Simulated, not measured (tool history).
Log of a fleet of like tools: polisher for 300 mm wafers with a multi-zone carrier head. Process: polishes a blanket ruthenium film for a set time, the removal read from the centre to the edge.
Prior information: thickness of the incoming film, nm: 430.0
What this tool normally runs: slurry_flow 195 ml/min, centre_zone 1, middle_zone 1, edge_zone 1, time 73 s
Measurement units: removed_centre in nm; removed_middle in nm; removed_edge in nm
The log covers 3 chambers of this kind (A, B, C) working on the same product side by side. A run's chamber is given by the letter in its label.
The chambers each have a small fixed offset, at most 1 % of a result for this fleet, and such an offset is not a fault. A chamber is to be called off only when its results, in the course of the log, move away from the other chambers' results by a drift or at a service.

| run | hour | slurry_flow | centre_zone | middle_zone | edge_zone | time | wafers polished on this pad | hours since the slurry nozzle was cleaned | hours since the centre zone pressure was calibrated | hours since the edge zone pressure was calibrated | removed_centre | removed_middle | removed_edge |
|---|---|---|---|---|---|---|---|---|---|---|---|---|---|
|  | 1.2 | chamber B: worn pad replaced by a new one |
|  | 4.4 | chamber A: worn pad replaced by a new one |
|  | 4.6 | chamber C: worn pad replaced by a new one |
| 1B | 4.7 | 195 | 1 | 1 | 1 | 73 | 47 | 27 | 379.3 | 444.1 | 81.206 | 79.761 | 80.648 |
| 2C | 9.4 | 195 | 1 | 1 | 1 | 73 | 66 | 23 | 502.4 | 1127.3 | 80.529 | 80.843 | 80.913 |
| 3A | 15 | 195 | 1 | 1 | 1 | 73 | 145 | 175.1 | 726.5 | 1243.4 | 80.226 | 82.502 | 80.63 |
| 4B | 18.8 | 195 | 1 | 1 | 1 | 73 | 239 | 41.1 | 393.4 | 458.2 | 81.5 | 80.756 | 81.599 |
| 5C | 24.9 | 195 | 1 | 1 | 1 | 73 | 276 | 38.5 | 517.9 | 1142.8 | 79.365 | 80.53 | 80.051 |
| 6A | 30.3 | 195 | 1 | 1 | 1 | 73 | 352 | 190.4 | 741.8 | 1258.7 | 79.838 | 80.625 | 78.922 |
| 7C | 35.8 | 195 | 1 | 1 | 1 | 73 | 424 | 49.4 | 528.8 | 1153.7 | 79.864 | 81.215 | 81.465 |
|  | 37.5 | chamber A: worn pad replaced by a new one |
| 8B | 39.1 | 195 | 1 | 1 | 1 | 73 | 514 | 61.4 | 413.7 | 478.5 | 82.156 | 80.638 | 80.776 |
| 9A | 42.9 | 195 | 1 | 1 | 1 | 73 | 73 | 203 | 754.4 | 1271.3 | 80.087 | 81.932 | 80.742 |
| 10B | 47.4 | 195 | 1 | 1.08 | 1 | 73 | 627 | 69.7 | 422 | 486.8 | 81.844 | 85.79 | 80.266 |
| 11A | 52 | 195 | 1 | 1.08 | 1 | 73 | 197 | 212.1 | 763.5 | 1280.4 | 80.491 | 87.721 | 80.356 |
| 12C | 58.1 | 195 | 1 | 1.08 | 1 | 73 | 727 | 71.7 | 551.1 | 1176 | 80.246 | 86.704 | 80.549 |
|  | 60.7 | chamber B: centre zone pressure recalibrated |
| 13B | 65.2 | 195 | 1 | 1 | 1 | 73 | 868 | 87.5 | 4.5 | 504.6 | 78.244 | 80.608 | 80.871 |
| 14A | 69.2 | 195 | 1 | 1 | 1 | 73 | 430 | 229.3 | 780.7 | 1297.6 | 80.119 | 82.073 | 81.682 |
|  | 72.1 | chamber B: worn pad replaced by a new one |
| 15C | 72.5 | 195 | 1 | 1 | 1 | 73 | 922 | 86.1 | 565.5 | 1190.4 | 80.04 | 81.803 | 80.23 |
| 16A | 75.8 | 195 | 1 | 1 | 1 | 73 | 520 | 235.9 | 787.3 | 1304.2 | 80.395 | 81.747 | 81.247 |
|  | 77.5 | chamber C: edge zone pressure recalibrated |
|  | 80.4 | chamber A: worn pad replaced by a new one |
| 17C | 80.9 | 195 | 1 | 1 | 1.06 | 86 | 1036 | 94.5 | 573.9 | 3.5 | 95.184 | 96.503 | 98.234 |
| 18B | 87.8 | 195 | 1 | 1 | 1.06 | 86 | 213 | 110.1 | 27.1 | 527.2 | 92.123 | 95.059 | 100.94 |
|  | 90.2 | chamber A: centre zone pressure recalibrated |
| 19B | 94.2 | 195 | 1 | 1 | 1.06 | 86 | 300 | 116.5 | 33.5 | 533.6 | 91.775 | 93.808 | 99.206 |
| 20A | 100.7 | 195 | 1 | 1 | 1 | 73 | 275 | 260.8 | 10.6 | 1329.1 | 80.412 | 80.049 | 79.912 |
| 21C | 105.4 | 195 | 1 | 1 | 0.91 | 73 | 1369 | 119 | 598.4 | 28 | 79.906 | 80.481 | 78.572 |
| 22B | 109.8 | 195 | 1 | 1 | 0.91 | 73 | 512 | 132.1 | 49.1 | 549.2 | 78.781 | 80.641 | 77.531 |
| 23A | 113.7 | 195 | 1 | 1 | 0.91 | 73 | 452 | 273.8 | 23.6 | 1342.1 | 80.525 | 81.324 | 75.145 |
| 24C | 118 | 195 | 1 | 1 | 1 | 73 | 1540 | 131.6 | 611 | 40.6 | 80.003 | 81.079 | 80.734 |
|  | 118.3 | chamber A: worn pad replaced by a new one |
|  | 120.2 | chamber C: worn pad replaced by a new one |
| 25B | 123.1 | 195 | 1 | 1 | 1 | 73 | 693 | 145.4 | 62.4 | 562.5 | 77.78 | 80.172 | 79.418 |
| 26A | 126.8 | 195 | 1 | 1 | 1 | 73 | 115 | 286.9 | 36.7 | 1355.2 | 79.244 | 81.521 | 79.872 |
| 27C | 132.2 | 195 | 1 | 1 | 1 | 73 | 163 | 145.8 | 625.2 | 54.8 | 80.59 | 82.487 | 82.872 |
| 28A | 138.1 | 195 | 1 | 1 | 1 | 73 | 268 | 298.2 | 48 | 1366.5 | 80.441 | 80.904 | 79.728 |
| 29C | 142.1 | 195 | 1 | 1 | 1 | 73 | 298 | 155.7 | 635.1 | 64.7 | 79.999 | 80.523 | 80.991 |
|  | 145.9 | chamber B: edge zone pressure recalibrated |
|  | 146.2 | chamber B: worn pad replaced by a new one |
| 30B | 146.3 | 195 | 1 | 1 | 1 | 88 | 2 | 168.6 | 85.6 | 0.5 | 93.238 | 96.727 | 95.442 |
| 31B | 153.1 | 195 | 1 | 1 | 1 | 88 | 94 | 175.4 | 92.4 | 7.3 | 92.043 | 95.863 | 98.079 |
|  | 155.3 | chamber A: worn pad replaced by a new one |
| 32A | 158.7 | 195 | 1 | 1 | 1 | 88 | 47 | 318.8 | 68.6 | 1387.1 | 97.123 | 97.809 | 96.929 |
| 33C | 164.5 | 195 | 1 | 1 | 1 | 73 | 602 | 178.1 | 657.5 | 87.1 | 80.748 | 81.227 | 81.258 |
| 34A | 168 | 195 | 1 | 1 | 1 | 73 | 173 | 328.1 | 77.9 | 1396.4 | 79.615 | 80.958 | 82.026 |
|  | 171.5 | chamber C: centre zone pressure recalibrated |
| 35B | 174.9 | 195 | 1 | 1 | 1 | 73 | 390 | 197.2 | 114.2 | 29.1 | 78.047 | 79.282 | 81.808 |
| 36C | 179.7 | 195 | 1 | 1 | 1 | 73 | 808 | 193.3 | 8.2 | 102.3 | 81.234 | 80.681 | 79.939 |
| 37A | 184.7 | 195 | 1 | 1 | 1 | 73 | 400 | 344.8 | 94.6 | 1413.1 | 80.852 | 81.655 | 80.405 |
| 38C | 188.8 | 195 | 1 | 1 | 1 | 73 | 932 | 202.4 | 17.3 | 111.4 | 80.03 | 80.679 | 80.524 |

Next, every chamber runs the same settings. What will each give?
| 39A | 194.1 | 195 | 1 | 1 | 1 | 73 |  |  |  |  | ? | ? | ? |
| 39B | 194.1 | 195 | 1 | 1 | 1 | 73 |  |  |  |  | ? | ? | ? |
| 39C | 194.1 | 195 | 1 | 1 | 1 | 73 |  |  |  |  | ? | ? | ? |

| run | removed_centre | removed_middle | removed_edge |
|---|---|---|---|
| 39A | 81.178 | 81.717 | 80.218 |
| 39B | 77.858 | 79.082 | 80.775 |
| 39C | 80.697 | 81.193 | 81.247 |
